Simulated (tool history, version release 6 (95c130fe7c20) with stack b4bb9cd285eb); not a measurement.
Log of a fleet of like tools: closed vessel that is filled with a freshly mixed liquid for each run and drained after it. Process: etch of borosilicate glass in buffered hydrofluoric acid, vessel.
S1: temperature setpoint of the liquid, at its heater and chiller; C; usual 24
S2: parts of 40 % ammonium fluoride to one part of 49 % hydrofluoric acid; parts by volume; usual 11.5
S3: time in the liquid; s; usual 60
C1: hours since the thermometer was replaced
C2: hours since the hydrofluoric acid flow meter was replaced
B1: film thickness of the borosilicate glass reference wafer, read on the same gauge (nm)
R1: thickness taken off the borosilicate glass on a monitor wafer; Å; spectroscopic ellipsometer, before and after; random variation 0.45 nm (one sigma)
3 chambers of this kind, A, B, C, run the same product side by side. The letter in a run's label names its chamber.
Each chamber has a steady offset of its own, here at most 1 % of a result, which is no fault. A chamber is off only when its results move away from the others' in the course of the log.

run 1A hour=8.3 | S1=24 S2=11.5 S3=60 | C1=746.5 C2=572.4 | B1=140 | R1=650.18
run 2B hour=18.6 | S1=24 S2=11.5 S3=60 | C1=43.8 C2=770.8 | B1=140.01 | R1=644.2
run 3C hour=29.7 | S1=24 S2=11.5 S3=60 | C1=1930.7 C2=296.5 | B1=139.99 | R1=662.28
run 4A hour=38.2 | S1=24 S2=11.5 S3=60 | C1=776.4 C2=602.3 | B1=140 | R1=650.32
run 5B hour=49 | S1=24 S2=7.5 S3=75 | C1=74.2 C2=801.2 | B1=140.01 | R1=1234.4
run 6C hour=56.8 | S1=24 S2=7.5 S3=75 | C1=1957.8 C2=323.6 | B1=140 | R1=1212.9
run 7B hour=70.6 | S1=24 S2=7.5 S3=75 | C1=95.8 C2=822.8 | B1=140.01 | R1=1222.7
run 8C hour=77.8 | S1=24 S2=11.5 S3=60 | C1=1978.8 C2=344.6 | B1=140.01 | R1=653.18
run 9A hour=89.7 | S1=24 S2=11.5 S3=60 | C1=827.9 C2=653.8 | B1=140.03 | R1=654.95
run 10C hour=103 | S1=24 S2=11.5 S3=60 | C1=2004 C2=369.8 | B1=139.99 | R1=653.26
run 11B hour=113.2 | S1=24 S2=11.5 S3=60 | C1=138.4 C2=865.4 | B1=140 | R1=637.65
run 12A hour=123.9 | S1=24 S2=11.5 S3=60 | C1=862.1 C2=688 | B1=140.01 | R1=667.24
run 13A hour=132.1 | S1=24 S2=11.5 S3=60 | C1=870.3 C2=696.2 | B1=140.01 | R1=663.43
run 14C hour=139.1 | S1=24 S2=11.5 S3=60 | C1=2040.1 C2=405.9 | B1=139.99 | R1=649.63
run 15B hour=146.7 | S1=24 S2=11.5 S3=60 | C1=171.9 C2=898.9 | B1=140.01 | R1=646.06
run 16B hour=156.9 | S1=24 S2=11.5 S3=60 | C1=182.1 C2=909.1 | B1=140 | R1=642.8
run 17A hour=166 | S1=24 S2=10 S3=75 | C1=904.2 C2=730.1 | B1=139.98 | R1=977.96
run 18C hour=175.1 | S1=24 S2=10 S3=75 | C1=2076.1 C2=441.9 | B1=140.01 | R1=935.69
run 19B hour=183.7 | S1=24 S2=10 S3=75 | C1=208.9 C2=935.9 | B1=139.99 | R1=931.43
run 20A hour=196.6 | S1=28 S2=11.5 S3=45 | C1=934.8 C2=760.7 | B1=140.02 | R1=644.02
run 21C hour=209.6 | S1=28 S2=11.5 S3=45 | C1=2110.6 C2=476.4 | B1=140 | R1=608.43
run 22A hour=224 | S1=28 S2=11.5 S3=45 | C1=962.2 C2=788.1 | B1=139.99 | R1=652.62
run 23C hour=232.1 | S1=24 S2=11.5 S3=60 | C1=2133.1 C2=498.9 | B1=140.01 | R1=651.24

Is one chamber off against the others, does the gauge drift, or is nothing wrong? If a chamber is off, say which, and what the likeliest cause is.

Chamber A drifts away from the others.
Cause: liquid hotter than its thermometer reads (K) = 1.72.
The log may not tell that from: hydrofluoric acid flow above the setpoint (%).

Here are 4 candidates for chamber A's next run, each the usual settings with a change, their results left as question marks. Which one brings its results back in line with what the others give on the usual settings?
In line means no further than this from the other chambers' mean on the usual settings: R1 16 Å
run 24A-1 hour=242.5 | S1=24 S2=12 S3=60 | R1=?
run 24A-2 hour=242.5 | S1=24 S2=10.5 S3=60 | R1=?
run 24A-3 hour=242.5 | S1=24 S2=11.5 S3=55 | R1=?
run 24A-4 hour=242.5 | S1=24 S2=11 S3=60 | R1=?

The other chambers' mean on the usual settings: R1 650.84 Å
run=24A-1 R1=684.06
run=24A-2 R1=778.7
run=24A-3 R1=653.55
run=24A-4 R1=744.35
24A-3 brings the chamber back in line.
